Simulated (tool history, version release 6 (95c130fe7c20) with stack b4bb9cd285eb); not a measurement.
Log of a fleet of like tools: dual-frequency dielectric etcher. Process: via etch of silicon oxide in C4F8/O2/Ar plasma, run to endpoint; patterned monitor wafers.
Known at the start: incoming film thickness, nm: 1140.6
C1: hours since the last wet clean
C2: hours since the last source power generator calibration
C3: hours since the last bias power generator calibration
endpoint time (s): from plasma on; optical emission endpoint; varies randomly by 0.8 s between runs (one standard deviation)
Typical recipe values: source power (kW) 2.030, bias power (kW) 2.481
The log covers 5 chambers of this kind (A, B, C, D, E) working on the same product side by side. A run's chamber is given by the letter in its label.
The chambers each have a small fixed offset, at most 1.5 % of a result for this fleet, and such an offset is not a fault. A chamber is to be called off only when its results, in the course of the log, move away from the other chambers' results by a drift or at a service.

run 1B hour=7.2 | source_power_(kW)=2.030 bias_power_(kW)=2.481 | C1=145.8 C2=2026.1 C3=727.5 | endpoint_time_(s)=211.34
-- hour=9.6 chamber E: wet clean of the chamber
run 2E hour=13.2 | source_power_(kW)=2.030 bias_power_(kW)=2.481 | C1=3.7 C2=3236.7 C3=1943.8 | endpoint_time_(s)=211.59
run 3A hour=19.3 | source_power_(kW)=2.030 bias_power_(kW)=2.481 | C1=258.3 C2=624.7 C3=1984.4 | endpoint_time_(s)=206.26
run 4D hour=23.3 | source_power_(kW)=2.030 bias_power_(kW)=2.481 | C1=65.3 C2=589.3 C3=3709.9 | endpoint_time_(s)=208.47
run 5C hour=27.9 | source_power_(kW)=2.030 bias_power_(kW)=2.481 | C1=222.2 C2=3119.5 C3=2445.2 | endpoint_time_(s)=209.21
run 6B hour=32.9 | source_power_(kW)=2.030 bias_power_(kW)=2.481 | C1=171.5 C2=2051.8 C3=753.2 | endpoint_time_(s)=210.90
run 7C hour=41.0 | source_power_(kW)=2.220 bias_power_(kW)=2.881 | C1=235.3 C2=3132.6 C3=2458.3 | endpoint_time_(s)=191.27
run 8A hour=46.0 | source_power_(kW)=2.220 bias_power_(kW)=2.881 | C1=285.0 C2=651.4 C3=2011.1 | endpoint_time_(s)=192.20
run 9E hour=51.7 | source_power_(kW)=2.220 bias_power_(kW)=2.881 | C1=42.2 C2=3275.2 C3=1982.3 | endpoint_time_(s)=196.97
run 10D hour=59.9 | source_power_(kW)=2.220 bias_power_(kW)=2.881 | C1=101.9 C2=625.9 C3=3746.5 | endpoint_time_(s)=193.55
run 11E hour=65.4 | source_power_(kW)=2.220 bias_power_(kW)=2.881 | C1=55.9 C2=3288.9 C3=1996.0 | endpoint_time_(s)=196.63
run 12C hour=72.4 | source_power_(kW)=2.030 bias_power_(kW)=2.481 | C1=266.7 C2=3164.0 C3=2489.7 | endpoint_time_(s)=206.62
run 13A hour=77.9 | source_power_(kW)=2.030 bias_power_(kW)=2.481 | C1=316.9 C2=683.3 C3=2043.0 | endpoint_time_(s)=208.23
run 14D hour=83.3 | source_power_(kW)=2.030 bias_power_(kW)=2.481 | C1=125.3 C2=649.3 C3=3769.9 | endpoint_time_(s)=208.95
run 15B hour=90.8 | source_power_(kW)=2.030 bias_power_(kW)=2.481 | C1=229.4 C2=2109.7 C3=811.1 | endpoint_time_(s)=212.51
run 16A hour=97.6 | source_power_(kW)=2.030 bias_power_(kW)=2.481 | C1=336.6 C2=703.0 C3=2062.7 | endpoint_time_(s)=208.10
run 17E hour=103.5 | source_power_(kW)=2.030 bias_power_(kW)=2.481 | C1=94.0 C2=3327.0 C3=2034.1 | endpoint_time_(s)=211.60
run 18B hour=110.9 | source_power_(kW)=2.030 bias_power_(kW)=2.481 | C1=249.5 C2=2129.8 C3=831.2 | endpoint_time_(s)=211.54
run 19D hour=117.3 | source_power_(kW)=2.030 bias_power_(kW)=2.481 | C1=159.3 C2=683.3 C3=3803.9 | endpoint_time_(s)=209.72
run 20C hour=123.2 | source_power_(kW)=2.030 bias_power_(kW)=2.481 | C1=317.5 C2=3214.8 C3=2540.5 | endpoint_time_(s)=206.97
run 21A hour=131.6 | source_power_(kW)=2.520 bias_power_(kW)=3.078 | C1=370.6 C2=737.0 C3=2096.7 | endpoint_time_(s)=179.07
run 22C hour=136.2 | source_power_(kW)=2.520 bias_power_(kW)=3.078 | C1=330.5 C2=3227.8 C3=2553.5 | endpoint_time_(s)=178.42
run 23E hour=144.0 | source_power_(kW)=2.520 bias_power_(kW)=3.078 | C1=134.5 C2=3367.5 C3=2074.6 | endpoint_time_(s)=182.53
-- hour=152.4 chamber C: wet clean of the chamber
run 24D hour=152.9 | source_power_(kW)=2.520 bias_power_(kW)=3.078 | C1=194.9 C2=718.9 C3=3839.5 | endpoint_time_(s)=178.40
run 25B hour=161.0 | source_power_(kW)=2.520 bias_power_(kW)=3.078 | C1=299.6 C2=2179.9 C3=881.3 | endpoint_time_(s)=181.14
run 26C hour=167.5 | source_power_(kW)=2.030 bias_power_(kW)=2.481 | C1=15.1 C2=3259.1 C3=2584.8 | endpoint_time_(s)=208.89
run 27B hour=172.4 | source_power_(kW)=2.030 bias_power_(kW)=2.481 | C1=311.0 C2=2191.3 C3=892.7 | endpoint_time_(s)=210.93
run 28A hour=176.7 | source_power_(kW)=2.030 bias_power_(kW)=2.481 | C1=415.7 C2=782.1 C3=2141.8 | endpoint_time_(s)=212.64
run 29E hour=182.8 | source_power_(kW)=2.030 bias_power_(kW)=2.481 | C1=173.3 C2=3406.3 C3=2113.4 | endpoint_time_(s)=209.24
run 30D hour=187.6 | source_power_(kW)=2.030 bias_power_(kW)=2.481 | C1=229.6 C2=753.6 C3=3874.2 | endpoint_time_(s)=209.63
run 31A hour=195.2 | source_power_(kW)=2.030 bias_power_(kW)=2.481 | C1=434.2 C2=800.6 C3=2160.3 | endpoint_time_(s)=212.37
run 32B hour=203.7 | source_power_(kW)=1.870 bias_power_(kW)=2.481 | C1=342.3 C2=2222.6 C3=924.0 | endpoint_time_(s)=217.84
run 33C hour=212.0 | source_power_(kW)=1.870 bias_power_(kW)=2.481 | C1=59.6 C2=3303.6 C3=2629.3 | endpoint_time_(s)=214.75
run 34D hour=217.3 | source_power_(kW)=1.870 bias_power_(kW)=2.481 | C1=259.3 C2=783.3 C3=3903.9 | endpoint_time_(s)=215.80
run 35E hour=224.9 | source_power_(kW)=1.870 bias_power_(kW)=2.481 | C1=215.4 C2=3448.4 C3=2155.5 | endpoint_time_(s)=218.93
run 36B hour=231.3 | source_power_(kW)=1.870 bias_power_(kW)=2.481 | C1=369.9 C2=2250.2 C3=951.6 | endpoint_time_(s)=218.57
run 37E hour=239.9 | source_power_(kW)=2.030 bias_power_(kW)=2.481 | C1=230.4 C2=3463.4 C3=2170.5 | endpoint_time_(s)=210.94
run 38A hour=248.8 | source_power_(kW)=1.610 bias_power_(kW)=2.287 | C1=487.8 C2=854.2 C3=2213.9 | endpoint_time_(s)=243.43
run 39C hour=252.8 | source_power_(kW)=1.610 bias_power_(kW)=2.287 | C1=100.4 C2=3344.4 C3=2670.1 | endpoint_time_(s)=233.33
run 40D hour=259.4 | source_power_(kW)=1.610 bias_power_(kW)=2.287 | C1=301.4 C2=825.4 C3=3946.0 | endpoint_time_(s)=234.33
run 41E hour=265.4 | source_power_(kW)=1.610 bias_power_(kW)=2.287 | C1=255.9 C2=3488.9 C3=2196.0 | endpoint_time_(s)=238.15
run 42A hour=272.1 | source_power_(kW)=1.610 bias_power_(kW)=2.287 | C1=511.1 C2=877.5 C3=2237.2 | endpoint_time_(s)=243.65
run 43D hour=280.1 | source_power_(kW)=2.030 bias_power_(kW)=2.481 | C1=322.1 C2=846.1 C3=3966.7 | endpoint_time_(s)=206.88
run 44C hour=285.5 | source_power_(kW)=2.030 bias_power_(kW)=2.481 | C1=133.1 C2=3377.1 C3=2702.8 | endpoint_time_(s)=208.31

For the next run the whole fleet of 5 chambers uses the same settings. Give each chamber's results:
run 45A hour=291.9 | source_power_(kW)=2.030 bias_power_(kW)=2.481 | endpoint_time_(s)=?
run 45B hour=291.9 | source_power_(kW)=2.030 bias_power_(kW)=2.481 | endpoint_time_(s)=?
run 45C hour=291.9 | source_power_(kW)=2.030 bias_power_(kW)=2.481 | endpoint_time_(s)=?
run 45D hour=291.9 | source_power_(kW)=2.030 bias_power_(kW)=2.481 | endpoint_time_(s)=?
run 45E hour=291.9 | source_power_(kW)=2.030 bias_power_(kW)=2.481 | endpoint_time_(s)=?

run=45A endpoint_time_(s)=218.99
run=45B endpoint_time_(s)=212.75
run=45C endpoint_time_(s)=207.52
run=45D endpoint_time_(s)=208.94
run=45E endpoint_time_(s)=211.43

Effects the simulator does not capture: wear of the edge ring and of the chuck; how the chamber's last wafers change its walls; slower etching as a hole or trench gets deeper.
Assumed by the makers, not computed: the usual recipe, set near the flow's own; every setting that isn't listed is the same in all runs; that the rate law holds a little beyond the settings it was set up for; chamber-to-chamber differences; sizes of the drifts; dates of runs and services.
